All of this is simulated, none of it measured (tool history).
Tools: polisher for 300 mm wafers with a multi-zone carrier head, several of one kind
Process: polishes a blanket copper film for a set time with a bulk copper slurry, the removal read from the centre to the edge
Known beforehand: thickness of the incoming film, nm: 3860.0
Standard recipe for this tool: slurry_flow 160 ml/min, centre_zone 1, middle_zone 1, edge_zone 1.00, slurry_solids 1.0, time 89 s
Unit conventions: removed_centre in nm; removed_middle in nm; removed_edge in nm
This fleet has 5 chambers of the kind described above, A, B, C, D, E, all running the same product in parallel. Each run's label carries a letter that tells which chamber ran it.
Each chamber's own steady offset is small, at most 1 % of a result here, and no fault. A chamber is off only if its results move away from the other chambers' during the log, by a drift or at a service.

run   hour  slurry_flow  centre_zone  middle_zone  edge_zone  slurry_solids  time  wafers polished on this pad  hours since the slurry nozzle was cleaned  hours since the centre zone pressure was calibrated  hours since the edge zone pressure was calibrated  removed_centre  removed_middle  removed_edge
 1D    7.6          160            1            1       1.00            1.0    89                          341                                      359.3                                                699.7                                              148.2          952.95          961.19        949.71
      10.8  -- chamber D: centre zone pressure recalibrated
      13.1  -- chamber E: slurry nozzle cleaned
      17.4  -- chamber C: centre zone pressure recalibrated
 2B   20.3          160            1            1       1.00            1.0    89                          353                                      315.7                                               1210.8                                              564.1          937.93          938.47        935.35
 3C   29.7          160            1            1       1.00            1.0    89                          985                                      278.5                                                 12.4                                              481.4          955.46          957.72        959.65
      32.4  -- chamber A: worn pad replaced by a new one
      36.0  -- chamber D: worn pad replaced by a new one
 4A   41.2          160            1            1       1.00            1.0    89                           92                                      296.2                                                693.3                                              936.1          940.89          960.24        955.44
      47.4  -- chamber C: worn pad replaced by a new one
 5E   49.6          160            1            1       1.00            1.0    89                          937                                       36.6                                                135.6                                              456.2          970.77          954.73        951.16
      51.6  -- chamber D: slurry nozzle cleaned
 6B   56.0          160            1            1       1.00            1.0    89                          725                                      351.4                                               1246.5                                              599.8          966.58          958.24        950.49
      62.8  -- chamber E: worn pad replaced by a new one
 7D   65.1          160            1            1       1.00            1.0    89                          304                                       13.5                                                 54.4                                              205.7          970.45          931.23        949.63
      73.6  -- chamber B: worn pad replaced by a new one
 8C   77.1          160            1            1       1.00            1.0    89                          309                                      325.9                                                 59.8                                              528.8          959.30          953.35        952.25
 9A   88.0          160            1            1       1.00            1.0    89                          580                                      343.0                                                740.1                                              982.9          937.95          946.66        944.77
10E   94.9          160            1            1       1.06            0.7    89                          335                                       81.9                                                180.9                                              501.5          903.52          889.12        896.12
      96.3  -- chamber B: centre zone pressure recalibrated
      96.3  -- chamber A: slurry nozzle cleaned
11D  101.5          160            1            1       1.06            0.7    89                          683                                       49.9                                                 90.8                                              242.1          886.68          882.57        916.99
12E  107.2          160            1            1       1.06            0.7    89                          463                                       94.2                                                193.2                                              513.8          912.08          899.28        899.58
     112.9  -- chamber D: worn pad replaced by a new one
13C  114.9          160            1            1       1.06            0.7    89                          704                                      363.7                                                 97.6                                              566.6          882.69          878.37        926.00
14B  121.4          160            1            1       1.06            0.7    89                          498                                      416.8                                                 25.2                                              665.2          888.25          868.30        895.55
15A  130.1          160            1            1       1.00            1.0    89                         1019                                       33.9                                                782.2                                             1025.0          922.59          943.40        951.01
16B  140.4          160            1            1       1.00            1.3    77                          696                                      435.8                                                 44.2                                              684.2          888.48          859.68        865.43
17C  151.5          160            1            1       1.00            1.3    77                         1085                                      400.3                                                134.2                                              603.2          853.59          865.67        874.79
18A  163.6          160            1            1       1.00            1.3    77                         1368                                       67.4                                                815.7                                             1058.5          875.46          864.51        873.65
     167.3  -- chamber E: worn pad replaced by a new one
     168.3  -- chamber B: worn pad replaced by a new one
     169.0  -- chamber C: worn pad replaced by a new one
     172.7  -- chamber D: worn pad replaced by a new one
19D  174.1          160            1            1       1.00            1.3    77                           15                                      122.5                                                163.4                                              314.7          903.21          881.65        863.18
     176.1  -- chamber A: worn pad replaced by a new one
20E  183.8          160            1            1       1.00            1.3    77                          173                                      170.8                                                269.8                                              590.4          884.89          879.41        871.96
21B  196.5          160            1            1       1.00            1.0    89                          294                                      491.9                                                100.3                                              740.3          979.89          931.56        928.40
22C  204.2          160            1            1       1.00            1.0    89                          367                                      453.0                                                186.9                                              655.9          940.82          945.33        973.70
23E  210.8          160            1            1       1.00            1.0    89                          454                                      197.8                                                296.8                                              617.4          977.17          954.36        967.28
     215.7  -- chamber C: edge zone pressure recalibrated
24D  216.8          160            1            1       1.00            1.0    89                          460                                      165.2                                                206.1                                              357.4          937.70          947.80        955.85
25A  226.9          160            1            1       1.00            1.0    89                          529                                      130.7                                                879.0                                             1121.8          928.75          952.55        963.93
26D  235.4          160            1            1       1.00            1.0    89                          654                                      183.8                                                224.7                                              376.0          956.87          961.38        949.85
27E  241.6          160            1            1       1.00            1.0    89                          775                                      228.6                                                327.6                                              648.2          969.77          950.44        957.48
28C  249.1          160            1            1       1.00            1.0    89                          835                                      497.9                                                231.8                                               33.5          960.14          953.59        975.25
     251.7  -- chamber D: worn pad replaced by a new one
29A  256.0          160            1            1       1.00            1.0    89                          833                                      159.8                                                908.1                                             1150.9          952.75          956.50        969.52
30B  264.2          160            1            1       1.00            1.0    89                         1000                                      559.6                                                168.0                                              808.0          945.32          965.21        956.19
     268.9  -- chamber C: worn pad replaced by a new one
31C  272.6          160            1            1       1.00            1.0    89                           39                                      521.4                                                255.3                                               57.0          959.50          937.17        951.01
     274.4  -- chamber B: worn pad replaced by a new one
32E  282.6          160            1            1       1.00            1.0    89                         1203                                      269.6                                                368.6                                              689.2          977.55          960.46        961.29
     286.4  -- chamber E: worn pad replaced by a new one
33B  289.0          160            1            1       1.00            1.0    89                          152                                      584.4                                                192.8                                              832.8          970.55          954.85        944.15
     294.2  -- chamber A: worn pad replaced by a new one
34D  298.0          160            1            1       1.00            1.0    89                          483                                      246.4                                                287.3                                              438.6          956.90          946.28        957.75
35A  304.8          160            1            1       1.00            1.0    89                          111                                      208.6                                                956.9                                             1199.7          973.51          963.47        975.12
36E  312.9          160            1            1       1.00            1.0    89                          276                                      299.9                                                398.9                                              719.5          951.12          966.57        963.15

One chamber off, gauge drift, or nothing amiss beyond the chambers' own small offsets? If it is a chamber, which one, and what is the likeliest cause?

Beyond each chamber's small constant offset nothing stands out, and the gauge stays steady.
